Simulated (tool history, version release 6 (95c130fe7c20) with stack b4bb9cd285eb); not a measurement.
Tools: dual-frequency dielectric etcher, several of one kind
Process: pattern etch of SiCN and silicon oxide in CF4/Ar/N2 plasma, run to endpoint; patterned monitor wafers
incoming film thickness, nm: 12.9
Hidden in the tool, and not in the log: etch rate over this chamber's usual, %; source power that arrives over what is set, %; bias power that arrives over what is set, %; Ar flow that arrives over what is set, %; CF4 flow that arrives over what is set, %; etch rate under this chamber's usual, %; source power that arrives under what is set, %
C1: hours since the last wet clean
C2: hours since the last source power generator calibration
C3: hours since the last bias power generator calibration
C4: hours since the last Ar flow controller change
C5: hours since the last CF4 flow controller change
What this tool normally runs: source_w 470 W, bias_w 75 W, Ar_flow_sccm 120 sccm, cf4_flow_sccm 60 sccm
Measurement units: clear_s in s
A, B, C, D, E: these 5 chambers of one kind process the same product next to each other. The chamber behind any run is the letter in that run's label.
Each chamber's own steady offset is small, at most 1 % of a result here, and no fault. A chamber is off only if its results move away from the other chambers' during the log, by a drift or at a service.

run 1B hour=8.3 | source_w=470 bias_w=75 Ar_flow_sccm=120 cf4_flow_sccm=60 | C1=359.9 C2=279.7 C3=1553.4 C4=2611.2 C5=2896.8 | clear_s=14.926
run 2A hour=12.2 | source_w=470 bias_w=75 Ar_flow_sccm=120 cf4_flow_sccm=60 | C1=182.9 C2=286.3 C3=2095.5 C4=771.1 C5=983.4 | clear_s=15.076
run 3C hour=18.4 | source_w=470 bias_w=75 Ar_flow_sccm=120 cf4_flow_sccm=60 | C1=352.8 C2=441.3 C3=801.3 C4=1466.7 C5=657.0 | clear_s=14.867
run 4D hour=25.6 | source_w=470 bias_w=75 Ar_flow_sccm=120 cf4_flow_sccm=60 | C1=98.1 C2=256.0 C3=2537.1 C4=189.3 C5=2128.3 | clear_s=14.810
run 5E hour=33.8 | source_w=470 bias_w=75 Ar_flow_sccm=120 cf4_flow_sccm=60 | C1=615.7 C2=812.3 C3=1539.6 C4=2677.4 C5=1304.1 | clear_s=14.899
run 6E hour=37.5 | source_w=470 bias_w=75 Ar_flow_sccm=120 cf4_flow_sccm=54 | C1=619.4 C2=816.0 C3=1543.3 C4=2681.1 C5=1307.8 | clear_s=15.172
-- hour=43.1 chamber B: wet clean of the chamber
run 7C hour=43.4 | source_w=470 bias_w=75 Ar_flow_sccm=120 cf4_flow_sccm=54 | C1=377.8 C2=466.3 C3=826.3 C4=1491.7 C5=682.0 | clear_s=15.146
run 8B hour=48.7 | source_w=470 bias_w=75 Ar_flow_sccm=120 cf4_flow_sccm=54 | C1=5.6 C2=320.1 C3=1593.8 C4=2651.6 C5=2937.2 | clear_s=15.246
-- hour=49.8 chamber E: wet clean of the chamber
run 9D hour=54.6 | source_w=470 bias_w=75 Ar_flow_sccm=120 cf4_flow_sccm=54 | C1=127.1 C2=285.0 C3=2566.1 C4=218.3 C5=2157.3 | clear_s=15.117
run 10A hour=59.5 | source_w=470 bias_w=75 Ar_flow_sccm=120 cf4_flow_sccm=54 | C1=230.2 C2=333.6 C3=2142.8 C4=818.4 C5=1030.7 | clear_s=15.362
run 11A hour=65.1 | source_w=470 bias_w=75 Ar_flow_sccm=120 cf4_flow_sccm=49 | C1=235.8 C2=339.2 C3=2148.4 C4=824.0 C5=1036.3 | clear_s=15.554
run 12D hour=68.7 | source_w=470 bias_w=75 Ar_flow_sccm=120 cf4_flow_sccm=49 | C1=141.2 C2=299.1 C3=2580.2 C4=232.4 C5=2171.4 | clear_s=15.345
run 13C hour=75.4 | source_w=470 bias_w=75 Ar_flow_sccm=120 cf4_flow_sccm=49 | C1=409.8 C2=498.3 C3=858.3 C4=1523.7 C5=714.0 | clear_s=15.354
run 14B hour=80.3 | source_w=470 bias_w=75 Ar_flow_sccm=120 cf4_flow_sccm=49 | C1=37.2 C2=351.7 C3=1625.4 C4=2683.2 C5=2968.8 | clear_s=15.502
run 15E hour=87.2 | source_w=470 bias_w=75 Ar_flow_sccm=120 cf4_flow_sccm=49 | C1=37.4 C2=865.7 C3=1593.0 C4=2730.8 C5=1357.5 | clear_s=15.508
run 16C hour=91.2 | source_w=470 bias_w=75 Ar_flow_sccm=120 cf4_flow_sccm=60 | C1=425.6 C2=514.1 C3=874.1 C4=1539.5 C5=729.8 | clear_s=14.902
run 17E hour=99.2 | source_w=470 bias_w=75 Ar_flow_sccm=120 cf4_flow_sccm=60 | C1=49.4 C2=877.7 C3=1605.0 C4=2742.8 C5=1369.5 | clear_s=15.022
run 18D hour=102.9 | source_w=470 bias_w=75 Ar_flow_sccm=120 cf4_flow_sccm=60 | C1=175.4 C2=333.3 C3=2614.4 C4=266.6 C5=2205.6 | clear_s=14.732
run 19A hour=109.0 | source_w=470 bias_w=75 Ar_flow_sccm=120 cf4_flow_sccm=60 | C1=279.7 C2=383.1 C3=2192.3 C4=867.9 C5=1080.2 | clear_s=15.029
run 20B hour=114.9 | source_w=470 bias_w=75 Ar_flow_sccm=120 cf4_flow_sccm=60 | C1=71.8 C2=386.3 C3=1660.0 C4=2717.8 C5=3003.4 | clear_s=15.092
run 21B hour=123.2 | source_w=470 bias_w=75 Ar_flow_sccm=120 cf4_flow_sccm=60 | C1=80.1 C2=394.6 C3=1668.3 C4=2726.1 C5=3011.7 | clear_s=14.959
run 22C hour=130.4 | source_w=470 bias_w=75 Ar_flow_sccm=120 cf4_flow_sccm=60 | C1=464.8 C2=553.3 C3=913.3 C4=1578.7 C5=769.0 | clear_s=15.003
run 23A hour=138.3 | source_w=390 bias_w=83 Ar_flow_sccm=120 cf4_flow_sccm=60 | C1=309.0 C2=412.4 C3=2221.6 C4=897.2 C5=1109.5 | clear_s=17.188
run 24E hour=146.0 | source_w=390 bias_w=83 Ar_flow_sccm=120 cf4_flow_sccm=60 | C1=96.2 C2=924.5 C3=1651.8 C4=2789.6 C5=1416.3 | clear_s=17.169
run 25D hour=150.2 | source_w=390 bias_w=83 Ar_flow_sccm=120 cf4_flow_sccm=60 | C1=222.7 C2=380.6 C3=2661.7 C4=313.9 C5=2252.9 | clear_s=16.832
run 26A hour=154.5 | source_w=390 bias_w=83 Ar_flow_sccm=120 cf4_flow_sccm=60 | C1=325.2 C2=428.6 C3=2237.8 C4=913.4 C5=1125.7 | clear_s=17.165
run 27B hour=159.9 | source_w=390 bias_w=83 Ar_flow_sccm=120 cf4_flow_sccm=60 | C1=116.8 C2=431.3 C3=1705.0 C4=2762.8 C5=3048.4 | clear_s=17.061
run 28C hour=167.2 | source_w=470 bias_w=75 Ar_flow_sccm=120 cf4_flow_sccm=60 | C1=501.6 C2=590.1 C3=950.1 C4=1615.5 C5=805.8 | clear_s=14.853
run 29E hour=173.9 | source_w=470 bias_w=75 Ar_flow_sccm=120 cf4_flow_sccm=60 | C1=124.1 C2=952.4 C3=1679.7 C4=2817.5 C5=1444.2 | clear_s=15.208
run 30D hour=178.6 | source_w=470 bias_w=75 Ar_flow_sccm=120 cf4_flow_sccm=60 | C1=251.1 C2=409.0 C3=2690.1 C4=342.3 C5=2281.3 | clear_s=14.822
-- hour=181.0 chamber A: wet clean of the chamber
run 31A hour=183.2 | source_w=470 bias_w=75 Ar_flow_sccm=120 cf4_flow_sccm=60 | C1=2.2 C2=457.3 C3=2266.5 C4=942.1 C5=1154.4 | clear_s=15.065
run 32B hour=190.7 | source_w=470 bias_w=75 Ar_flow_sccm=120 cf4_flow_sccm=60 | C1=147.6 C2=462.1 C3=1735.8 C4=2793.6 C5=3079.2 | clear_s=15.033
run 33E hour=195.4 | source_w=470 bias_w=75 Ar_flow_sccm=120 cf4_flow_sccm=60 | C1=145.6 C2=973.9 C3=1701.2 C4=2839.0 C5=1465.7 | clear_s=15.237
run 34C hour=200.6 | source_w=470 bias_w=75 Ar_flow_sccm=120 cf4_flow_sccm=60 | C1=535.0 C2=623.5 C3=983.5 C4=1648.9 C5=839.2 | clear_s=14.923
-- hour=205.0 chamber C: wet clean of the chamber
run 35D hour=205.9 | source_w=470 bias_w=75 Ar_flow_sccm=120 cf4_flow_sccm=60 | C1=278.4 C2=436.3 C3=2717.4 C4=369.6 C5=2308.6 | clear_s=14.854
run 36A hour=210.4 | source_w=470 bias_w=75 Ar_flow_sccm=120 cf4_flow_sccm=60 | C1=29.4 C2=484.5 C3=2293.7 C4=969.3 C5=1181.6 | clear_s=14.978
run 37D hour=215.1 | source_w=470 bias_w=75 Ar_flow_sccm=120 cf4_flow_sccm=60 | C1=287.6 C2=445.5 C3=2726.6 C4=378.8 C5=2317.8 | clear_s=14.915
run 38C hour=221.5 | source_w=470 bias_w=75 Ar_flow_sccm=120 cf4_flow_sccm=54 | C1=16.5 C2=644.4 C3=1004.4 C4=1669.8 C5=860.1 | clear_s=15.239
run 39B hour=227.0 | source_w=470 bias_w=75 Ar_flow_sccm=120 cf4_flow_sccm=54 | C1=183.9 C2=498.4 C3=1772.1 C4=2829.9 C5=3115.5 | clear_s=15.257
run 40E hour=233.6 | source_w=470 bias_w=75 Ar_flow_sccm=120 cf4_flow_sccm=54 | C1=183.8 C2=1012.1 C3=1739.4 C4=2877.2 C5=1503.9 | clear_s=15.632
run 41C hour=237.5 | source_w=470 bias_w=75 Ar_flow_sccm=120 cf4_flow_sccm=54 | C1=32.5 C2=660.4 C3=1020.4 C4=1685.8 C5=876.1 | clear_s=15.331
run 42B hour=241.4 | source_w=470 bias_w=75 Ar_flow_sccm=120 cf4_flow_sccm=54 | C1=198.3 C2=512.8 C3=1786.5 C4=2844.3 C5=3129.9 | clear_s=15.286
run 43D hour=247.7 | source_w=470 bias_w=75 Ar_flow_sccm=120 cf4_flow_sccm=60 | C1=320.2 C2=478.1 C3=2759.2 C4=411.4 C5=2350.4 | clear_s=14.763
run 44E hour=254.4 | source_w=470 bias_w=75 Ar_flow_sccm=120 cf4_flow_sccm=60 | C1=204.6 C2=1032.9 C3=1760.2 C4=2898.0 C5=1524.7 | clear_s=15.481

All chambers now run identical settings, listed one chamber a line with results as question marks. What results will each chamber show?
run 45A hour=260.4 | source_w=380 bias_w=75 Ar_flow_sccm=120 cf4_flow_sccm=60 | clear_s=?
run 45B hour=260.4 | source_w=380 bias_w=75 Ar_flow_sccm=120 cf4_flow_sccm=60 | clear_s=?
run 45C hour=260.4 | source_w=380 bias_w=75 Ar_flow_sccm=120 cf4_flow_sccm=60 | clear_s=?
run 45D hour=260.4 | source_w=380 bias_w=75 Ar_flow_sccm=120 cf4_flow_sccm=60 | clear_s=?
run 45E hour=260.4 | source_w=380 bias_w=75 Ar_flow_sccm=120 cf4_flow_sccm=60 | clear_s=?

run=45A clear_s=18.203
run=45B clear_s=18.102
run=45C clear_s=18.015
run=45D clear_s=17.827
run=45E clear_s=18.530
